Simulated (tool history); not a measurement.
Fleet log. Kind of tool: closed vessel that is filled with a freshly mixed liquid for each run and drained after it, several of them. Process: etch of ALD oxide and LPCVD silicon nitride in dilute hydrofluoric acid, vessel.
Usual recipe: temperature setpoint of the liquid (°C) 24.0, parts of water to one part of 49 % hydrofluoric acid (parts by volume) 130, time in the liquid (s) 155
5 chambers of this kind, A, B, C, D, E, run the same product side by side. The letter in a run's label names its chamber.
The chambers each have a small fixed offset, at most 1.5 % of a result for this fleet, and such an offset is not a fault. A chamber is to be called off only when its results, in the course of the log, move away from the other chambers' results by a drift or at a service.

run	day	temperature setpoint of the liquid (°C)	parts of water to one part of 49 % hydrofluoric acid (parts by volume)	time in the liquid (s)	hours since the thermometer was replaced	hours since the hydrofluoric acid flow meter was replaced	read-back film thickness of the ALD oxide reference wafer, read on the same gauge (nm)	read-back film thickness of the LPCVD silicon nitride reference wafer, read on the same gauge (nm)	thickness taken off the ALD oxide on a monitor wafer (angstrom)	thickness taken off the LPCVD silicon nitride on a monitor wafer (angstrom)
1C	0.254	24.0	130	155	318.1	402.0	109.98	40.008	336.79	5.9611
2D	0.608	24.0	130	155	1111.7	1860.9	110.00	40.018	338.47	6.1824
3B	0.842	24.0	130	155	63.3	237.2	110.02	40.021	342.24	5.8925
4E	1.033	24.0	130	155	2011.0	1795.1	109.95	39.987	333.65	6.2448
5A	1.308	24.0	130	155	1108.9	114.5	109.97	40.003	343.66	6.1584
6D	1.608	24.0	130	155	1135.7	1884.9	109.99	40.060	336.76	5.8269
7C	1.804	24.0	130	155	355.3	439.2	110.00	40.002	339.50	6.3574
8B	2.138	21.5	130	155	94.4	268.3	110.02	39.983	305.82	4.8439
# day 2.346: chamber D: thermometer replaced
9A	2.454	21.5	130	155	1136.4	142.0	110.00	40.014	306.83	5.1415
10E	2.742	21.5	130	155	2052.0	1836.1	109.98	39.991	310.53	5.2386
11E	3.008	21.5	130	155	2058.4	1842.5	110.03	39.943	308.23	5.2586
12C	3.175	21.5	130	155	388.2	472.1	110.02	39.995	314.65	4.8570
13B	3.462	24.0	130	155	126.2	300.1	110.01	40.045	334.67	5.9231
14D	3.825	24.0	130	155	35.6	1938.1	110.00	40.031	335.62	6.2925
15A	4.171	24.0	130	155	1177.6	183.2	109.95	39.999	341.30	6.1243
16A	4.500	24.0	130	155	1185.5	191.1	109.96	40.006	338.21	6.5758
17C	4.783	24.0	130	155	426.8	510.7	110.07	40.032	344.01	6.1466
18E	5.104	24.0	130	155	2108.7	1892.8	109.98	40.015	336.57	5.7769
19D	5.300	24.0	130	155	71.0	1973.5	109.98	40.016	342.91	6.5384
20B	5.588	24.0	130	155	177.2	351.1	109.95	39.953	325.37	5.8632
21A	5.929	24.0	130	155	1219.8	225.4	110.02	40.012	344.59	6.2594
22B	6.092	24.0	130	155	189.3	363.2	110.00	40.013	329.11	5.5721
23E	6.433	24.0	130	155	2140.6	1924.7	109.98	40.044	340.44	6.0726
24D	6.692	24.0	130	155	104.4	2006.9	110.03	39.950	343.61	5.8414
25C	6.954	24.0	130	155	478.9	562.8	109.98	40.025	345.17	5.7265
26A	7.188	28.0	130	155	1250.0	255.6	110.04	40.013	399.79	7.9492
27B	7.450	28.0	130	155	221.9	395.8	109.97	39.973	364.67	7.2886
28E	7.762	28.0	130	155	2172.5	1956.6	109.99	40.022	391.62	7.8608
29D	7.946	28.0	130	155	134.5	2037.0	110.00	39.951	399.00	7.6324
# day 7.992: chamber C: hydrofluoric acid flow meter replaced
30C	8.288	28.0	130	155	510.9	7.1	109.99	39.949	388.52	7.7059

The same settings go to every chamber for the next run, one line per chamber below. Forecast the results for each:
31A	8.562	24.0	130	155					?	?
31B	8.562	24.0	130	155					?	?
31C	8.562	24.0	130	155					?	?
31D	8.562	24.0	130	155					?	?
31E	8.562	24.0	130	155					?	?

run	thickness taken off the ALD oxide on a monitor wafer (angstrom)	thickness taken off the LPCVD silicon nitride on a monitor wafer (angstrom)
31A	346.26	5.9434
31B	314.24	5.6581
31C	334.73	5.9167
31D	339.87	6.0495
31E	338.36	6.0526
